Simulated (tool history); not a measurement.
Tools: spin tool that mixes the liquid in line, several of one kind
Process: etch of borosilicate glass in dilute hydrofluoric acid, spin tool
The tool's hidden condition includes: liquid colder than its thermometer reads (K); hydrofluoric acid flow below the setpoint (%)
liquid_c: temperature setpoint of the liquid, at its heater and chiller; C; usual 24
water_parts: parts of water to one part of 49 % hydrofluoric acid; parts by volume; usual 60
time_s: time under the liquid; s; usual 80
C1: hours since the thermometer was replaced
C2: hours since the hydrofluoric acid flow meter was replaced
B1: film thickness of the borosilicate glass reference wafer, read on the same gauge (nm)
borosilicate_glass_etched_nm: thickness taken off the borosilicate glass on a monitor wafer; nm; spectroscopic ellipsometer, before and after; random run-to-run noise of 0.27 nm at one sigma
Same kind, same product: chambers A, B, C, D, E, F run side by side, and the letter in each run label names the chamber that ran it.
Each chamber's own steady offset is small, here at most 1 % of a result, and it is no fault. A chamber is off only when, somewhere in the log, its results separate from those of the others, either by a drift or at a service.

-- hour=3.8 chamber C: hydrofluoric acid flow meter replaced
run 1B hour=6.4 | liquid_c=24 water_parts=60 time_s=80 | C1=86.5 C2=1045.3 | B1=69.988 | borosilicate_glass_etched_nm=33.851
run 2D hour=16.1 | liquid_c=24 water_parts=60 time_s=80 | C1=958.2 C2=325.1 | B1=70.021 | borosilicate_glass_etched_nm=33.332
run 3C hour=25.4 | liquid_c=24 water_parts=60 time_s=80 | C1=2088 C2=21.7 | B1=69.998 | borosilicate_glass_etched_nm=33.717
run 4F hour=34.6 | liquid_c=24 water_parts=60 time_s=80 | C1=2429 C2=956.2 | B1=70.021 | borosilicate_glass_etched_nm=33.75
run 5E hour=41.8 | liquid_c=24 water_parts=60 time_s=80 | C1=667.7 C2=363 | B1=69.958 | borosilicate_glass_etched_nm=33.314
run 6A hour=48.6 | liquid_c=24 water_parts=75 time_s=115 | C1=216 C2=1321 | B1=70.001 | borosilicate_glass_etched_nm=38.604
-- hour=49.3 chamber D: thermometer replaced
run 7F hour=53.4 | liquid_c=24 water_parts=75 time_s=115 | C1=2447.8 C2=975 | B1=69.982 | borosilicate_glass_etched_nm=38.076
run 8C hour=63 | liquid_c=24 water_parts=75 time_s=115 | C1=2125.6 C2=59.3 | B1=70.027 | borosilicate_glass_etched_nm=38.671
run 9A hour=71.8 | liquid_c=24 water_parts=75 time_s=115 | C1=239.2 C2=1344.2 | B1=69.993 | borosilicate_glass_etched_nm=38.296
run 10D hour=80.1 | liquid_c=24 water_parts=75 time_s=115 | C1=30.9 C2=389.1 | B1=70.01 | borosilicate_glass_etched_nm=36.911
run 11B hour=90.5 | liquid_c=24 water_parts=75 time_s=115 | C1=170.6 C2=1129.4 | B1=70.021 | borosilicate_glass_etched_nm=38.388
run 12E hour=95.6 | liquid_c=24 water_parts=60 time_s=80 | C1=721.5 C2=416.8 | B1=70.022 | borosilicate_glass_etched_nm=33.413
run 13B hour=105.7 | liquid_c=24 water_parts=60 time_s=80 | C1=185.8 C2=1144.6 | B1=69.993 | borosilicate_glass_etched_nm=33.593
-- hour=106.7 chamber E: hydrofluoric acid flow meter replaced
run 14D hour=115.7 | liquid_c=24 water_parts=60 time_s=80 | C1=66.5 C2=424.7 | B1=70.037 | borosilicate_glass_etched_nm=32.692
run 15C hour=121.3 | liquid_c=24 water_parts=60 time_s=80 | C1=2183.9 C2=117.6 | B1=69.985 | borosilicate_glass_etched_nm=34.137
run 16E hour=131.9 | liquid_c=24 water_parts=60 time_s=80 | C1=757.8 C2=25.2 | B1=70.001 | borosilicate_glass_etched_nm=33.535
-- hour=138.1 chamber E: thermometer replaced
run 17A hour=138.2 | liquid_c=24 water_parts=85 time_s=80 | C1=305.6 C2=1410.6 | B1=70.004 | borosilicate_glass_etched_nm=23.225
run 18F hour=146.9 | liquid_c=24 water_parts=85 time_s=80 | C1=2541.3 C2=1068.5 | B1=69.99 | borosilicate_glass_etched_nm=22.864
run 19B hour=155.5 | liquid_c=24 water_parts=85 time_s=80 | C1=235.6 C2=1194.4 | B1=70.023 | borosilicate_glass_etched_nm=23.272
run 20C hour=162.8 | liquid_c=24 water_parts=85 time_s=80 | C1=2225.4 C2=159.1 | B1=70.008 | borosilicate_glass_etched_nm=23.421
run 21D hour=172.3 | liquid_c=24 water_parts=85 time_s=80 | C1=123.1 C2=481.3 | B1=69.976 | borosilicate_glass_etched_nm=21.599
run 22E hour=177.5 | liquid_c=24 water_parts=85 time_s=80 | C1=39.4 C2=70.8 | B1=70.038 | borosilicate_glass_etched_nm=22.75
run 23A hour=185.7 | liquid_c=20.5 water_parts=35 time_s=80 | C1=353.1 C2=1458.1 | B1=70.014 | borosilicate_glass_etched_nm=51.771
run 24F hour=194 | liquid_c=20.5 water_parts=35 time_s=80 | C1=2588.4 C2=1115.6 | B1=70.004 | borosilicate_glass_etched_nm=52.119
run 25E hour=198.7 | liquid_c=20.5 water_parts=35 time_s=80 | C1=60.6 C2=92 | B1=69.993 | borosilicate_glass_etched_nm=51.781
-- hour=200.9 chamber C: thermometer replaced
run 26A hour=205.6 | liquid_c=20.5 water_parts=35 time_s=80 | C1=373 C2=1478 | B1=69.995 | borosilicate_glass_etched_nm=52.952
run 27D hour=213.4 | liquid_c=20.5 water_parts=35 time_s=80 | C1=164.2 C2=522.4 | B1=69.965 | borosilicate_glass_etched_nm=48.929
run 28C hour=218.7 | liquid_c=20.5 water_parts=35 time_s=80 | C1=17.8 C2=215 | B1=70.007 | borosilicate_glass_etched_nm=51.346
run 29B hour=228.7 | liquid_c=24 water_parts=60 time_s=80 | C1=308.8 C2=1267.6 | B1=70.026 | borosilicate_glass_etched_nm=34.239
-- hour=228.9 chamber F: thermometer replaced
run 30F hour=237.8 | liquid_c=24 water_parts=60 time_s=80 | C1=8.9 C2=1159.4 | B1=69.987 | borosilicate_glass_etched_nm=33.684
run 31C hour=245.2 | liquid_c=24 water_parts=60 time_s=80 | C1=44.3 C2=241.5 | B1=69.985 | borosilicate_glass_etched_nm=33.811
run 32B hour=253.3 | liquid_c=24 water_parts=60 time_s=80 | C1=333.4 C2=1292.2 | B1=70.04 | borosilicate_glass_etched_nm=33.701
run 33D hour=259.8 | liquid_c=24 water_parts=60 time_s=80 | C1=210.6 C2=568.8 | B1=70 | borosilicate_glass_etched_nm=30.974
run 34E hour=265.1 | liquid_c=24 water_parts=60 time_s=80 | C1=127 C2=158.4 | B1=70.002 | borosilicate_glass_etched_nm=33.496
run 35F hour=270.9 | liquid_c=24 water_parts=60 time_s=80 | C1=42 C2=1192.5 | B1=69.991 | borosilicate_glass_etched_nm=34.394
run 36A hour=277.3 | liquid_c=24 water_parts=60 time_s=80 | C1=444.7 C2=1549.7 | B1=69.963 | borosilicate_glass_etched_nm=33.584
run 37D hour=286.2 | liquid_c=24 water_parts=60 time_s=80 | C1=237 C2=595.2 | B1=69.994 | borosilicate_glass_etched_nm=31.03
run 38B hour=291.5 | liquid_c=24 water_parts=60 time_s=80 | C1=371.6 C2=1330.4 | B1=70.009 | borosilicate_glass_etched_nm=33.426
run 39C hour=296.3 | liquid_c=24 water_parts=60 time_s=80 | C1=95.4 C2=292.6 | B1=70.016 | borosilicate_glass_etched_nm=34.312
run 40F hour=304.8 | liquid_c=24 water_parts=60 time_s=80 | C1=75.9 C2=1226.4 | B1=70.002 | borosilicate_glass_etched_nm=33.921
run 41A hour=314.5 | liquid_c=24 water_parts=60 time_s=80 | C1=481.9 C2=1586.9 | B1=70.016 | borosilicate_glass_etched_nm=33.847
-- hour=317.4 chamber A: hydrofluoric acid flow meter replaced
run 42E hour=319.2 | liquid_c=24 water_parts=60 time_s=80 | C1=181.1 C2=212.5 | B1=69.951 | borosilicate_glass_etched_nm=33.565
run 43D hour=325.1 | liquid_c=24 water_parts=60 time_s=80 | C1=275.9 C2=634.1 | B1=69.985 | borosilicate_glass_etched_nm=29.966
run 44A hour=330.2 | liquid_c=24 water_parts=60 time_s=80 | C1=497.6 C2=12.8 | B1=69.946 | borosilicate_glass_etched_nm=33.802

Is one chamber out of step, is the gauge drifting, or do the chambers differ by no more than their own small offsets? For an off chamber, give its letter and the likeliest cause.

It is chamber D that slowly wanders off from its peers.
What lies behind it: hydrofluoric acid flow below the setpoint (%) = 9.33.

Which of the 4 candidates below, each the usual settings with something changed and its results left as question marks, puts chamber D back in line with what the other chambers give on the usual settings?
A result is in line if it is within this distance of the other chambers' mean on the usual settings: borosilicate_glass_etched_nm 0.96 nm
run 45D-1 hour=337.8 | liquid_c=27 water_parts=60 time_s=80 | borosilicate_glass_etched_nm=?
run 45D-2 hour=337.8 | liquid_c=23.5 water_parts=65 time_s=80 | borosilicate_glass_etched_nm=?
run 45D-3 hour=337.8 | liquid_c=23.5 water_parts=70 time_s=80 | borosilicate_glass_etched_nm=?
run 45D-4 hour=337.8 | liquid_c=24.5 water_parts=60 time_s=95 | borosilicate_glass_etched_nm=?

Mean of the other chambers on the usual settings: borosilicate_glass_etched_nm 33.766 nm
run=45D-1 borosilicate_glass_etched_nm=34.184
run=45D-2 borosilicate_glass_etched_nm=27.195
run=45D-3 borosilicate_glass_etched_nm=25.049
run=45D-4 borosilicate_glass_etched_nm=36.741
It is 45D-1 that realigns the chamber with its peers.
